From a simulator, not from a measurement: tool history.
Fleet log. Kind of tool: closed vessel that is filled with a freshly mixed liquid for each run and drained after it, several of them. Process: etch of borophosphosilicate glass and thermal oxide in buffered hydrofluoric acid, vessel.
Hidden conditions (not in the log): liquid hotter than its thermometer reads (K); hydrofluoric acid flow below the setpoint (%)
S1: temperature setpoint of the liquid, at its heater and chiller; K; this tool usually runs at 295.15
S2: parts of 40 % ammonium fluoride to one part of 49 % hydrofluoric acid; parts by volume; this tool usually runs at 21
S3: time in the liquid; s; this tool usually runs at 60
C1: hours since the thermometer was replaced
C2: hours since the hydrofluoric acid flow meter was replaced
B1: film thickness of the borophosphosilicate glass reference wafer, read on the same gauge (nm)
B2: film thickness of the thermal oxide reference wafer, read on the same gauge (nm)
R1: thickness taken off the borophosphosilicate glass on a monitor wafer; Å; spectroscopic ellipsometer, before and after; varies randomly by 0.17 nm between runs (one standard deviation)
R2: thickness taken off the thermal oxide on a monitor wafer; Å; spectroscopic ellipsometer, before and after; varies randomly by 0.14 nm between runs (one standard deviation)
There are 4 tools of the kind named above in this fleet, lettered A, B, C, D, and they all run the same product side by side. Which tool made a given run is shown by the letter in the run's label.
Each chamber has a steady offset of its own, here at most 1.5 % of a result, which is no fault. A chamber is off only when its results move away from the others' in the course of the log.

| run | day | S1 | S2 | S3 | C1 | C2 | B1 | B2 | R1 | R2 |
|---|---|---|---|---|---|---|---|---|---|---|
|  | 0.133 | chamber C: hydrofluoric acid flow meter replaced |
| 1C | 0.525 | 295.15 | 21 | 60 | 252.4 | 9.5 | 120 | 39.985 | 358.04 | 312.49 |
| 2D | 0.833 | 295.15 | 21 | 60 | 510.2 | 441.5 | 120 | 40.024 | 357.78 | 310.54 |
| 3B | 1.312 | 295.15 | 21 | 60 | 765.2 | 789.7 | 119.99 | 40.025 | 360.81 | 305.44 |
| 4A | 1.825 | 295.15 | 21 | 60 | 652.3 | 290.8 | 120 | 39.996 | 355.75 | 314.2 |
| 5C | 2.296 | 295.15 | 15.5 | 60 | 294.9 | 52 | 120.01 | 40.026 | 473.76 | 416.56 |
| 6B | 2.838 | 295.15 | 15.5 | 60 | 801.8 | 826.3 | 120.02 | 39.995 | 481.53 | 411.21 |
| 7A | 3.183 | 295.15 | 15.5 | 60 | 684.9 | 323.4 | 119.99 | 40.024 | 476.94 | 418.72 |
| 8D | 3.679 | 295.15 | 15.5 | 60 | 578.5 | 509.8 | 120 | 40.009 | 479.97 | 413.41 |
| 9D | 4.208 | 295.15 | 21 | 60 | 591.2 | 522.5 | 119.99 | 39.961 | 353.93 | 313.43 |
| 10C | 4.762 | 295.15 | 18 | 60 | 354.1 | 111.2 | 119.99 | 40.043 | 414.65 | 356.33 |
| 11B | 5.308 | 295.15 | 18 | 60 | 861.1 | 885.6 | 120.01 | 39.994 | 414.84 | 354.93 |
| 12A | 5.675 | 295.15 | 18 | 60 | 744.7 | 383.2 | 120.01 | 39.97 | 409.23 | 360.76 |
| 13B | 6.025 | 295.15 | 18 | 60 | 878.3 | 902.8 | 120.01 | 39.962 | 413.53 | 353.39 |
| 14A | 6.521 | 295.15 | 21 | 60 | 765 | 403.5 | 119.99 | 40.046 | 360.18 | 313.59 |
| 15D | 6.842 | 295.15 | 21 | 60 | 654.4 | 585.7 | 119.97 | 39.99 | 356.83 | 312.38 |
| 16C | 7.454 | 295.15 | 21 | 60 | 418.7 | 175.8 | 120 | 40.011 | 357.47 | 310.69 |
| 17A | 7.971 | 290.65 | 21 | 60 | 799.8 | 438.3 | 119.97 | 39.987 | 280.83 | 245.71 |
| 18D | 8.575 | 290.65 | 21 | 60 | 696 | 627.3 | 120 | 40.005 | 279.63 | 241.75 |
| 19B | 9.138 | 290.65 | 21 | 60 | 953 | 977.5 | 120.01 | 39.972 | 278.87 | 238.29 |
|  | 9.65 | chamber B: hydrofluoric acid flow meter replaced |
| 20C | 9.733 | 290.65 | 21 | 60 | 473.4 | 230.5 | 120.02 | 40.028 | 281.07 | 242.44 |
| 21B | 10.112 | 295.15 | 21 | 60 | 976.4 | 11.1 | 119.99 | 39.985 | 359.44 | 309.14 |
| 22A | 10.383 | 295.15 | 21 | 60 | 857.7 | 496.2 | 119.98 | 39.975 | 357.88 | 313.79 |
| 23C | 10.775 | 295.15 | 21 | 60 | 498.4 | 255.5 | 119.98 | 40.014 | 358.81 | 311.32 |
| 24D | 11.288 | 295.15 | 21 | 60 | 761.1 | 692.4 | 120 | 40 | 356.01 | 311.88 |
| 25D | 11.746 | 295.15 | 21 | 60 | 772.1 | 703.4 | 120.03 | 40.029 | 357.28 | 312.45 |
| 26C | 12.288 | 295.15 | 21 | 60 | 534.7 | 291.8 | 119.99 | 39.991 | 356.93 | 311.93 |
| 27B | 12.829 | 295.15 | 15.5 | 75 | 1041.6 | 76.3 | 119.96 | 39.998 | 604.04 | 515.02 |
| 28A | 13.312 | 295.15 | 15.5 | 75 | 928 | 566.5 | 120 | 39.996 | 597.85 | 520.5 |
| 29C | 13.779 | 295.15 | 15.5 | 75 | 570.5 | 327.6 | 119.98 | 39.97 | 592.21 | 515.93 |
| 30D | 14.062 | 295.15 | 15.5 | 75 | 827.7 | 759 | 120 | 40.004 | 594.82 | 520.17 |
| 31B | 14.462 | 295.15 | 21 | 60 | 1080.8 | 115.5 | 120.01 | 40.031 | 363.04 | 310.91 |
| 32A | 15.067 | 295.15 | 21 | 60 | 970.1 | 608.6 | 119.99 | 39.977 | 359.13 | 313.3 |
| 33C | 15.662 | 295.15 | 16 | 60 | 615.7 | 372.8 | 119.99 | 39.987 | 462.98 | 402.53 |
| 34A | 16.196 | 295.15 | 16 | 60 | 997.2 | 635.7 | 120.01 | 40.001 | 462.32 | 405.18 |
| 35B | 16.779 | 295.15 | 16 | 60 | 1136.4 | 171.1 | 120 | 39.981 | 464.93 | 396.42 |
| 36D | 17.158 | 295.15 | 16 | 60 | 902 | 833.3 | 120.03 | 39.977 | 462.27 | 405.32 |
| 37D | 17.688 | 295.15 | 21 | 60 | 914.7 | 846 | 120.03 | 40.006 | 357.9 | 311.74 |
| 38B | 18.038 | 295.15 | 21 | 60 | 1166.6 | 201.3 | 119.99 | 39.979 | 360.55 | 308.41 |
| 39A | 18.579 | 295.15 | 21 | 60 | 1054.4 | 692.9 | 120 | 39.979 | 356.55 | 317.41 |

Is one chamber off against the others, does the gauge drift, or is nothing wrong? If a chamber is off, say which, and what the likeliest cause is.

Neither any chamber nor the gauge drifts; the chambers differ only by their own small, steady offsets.
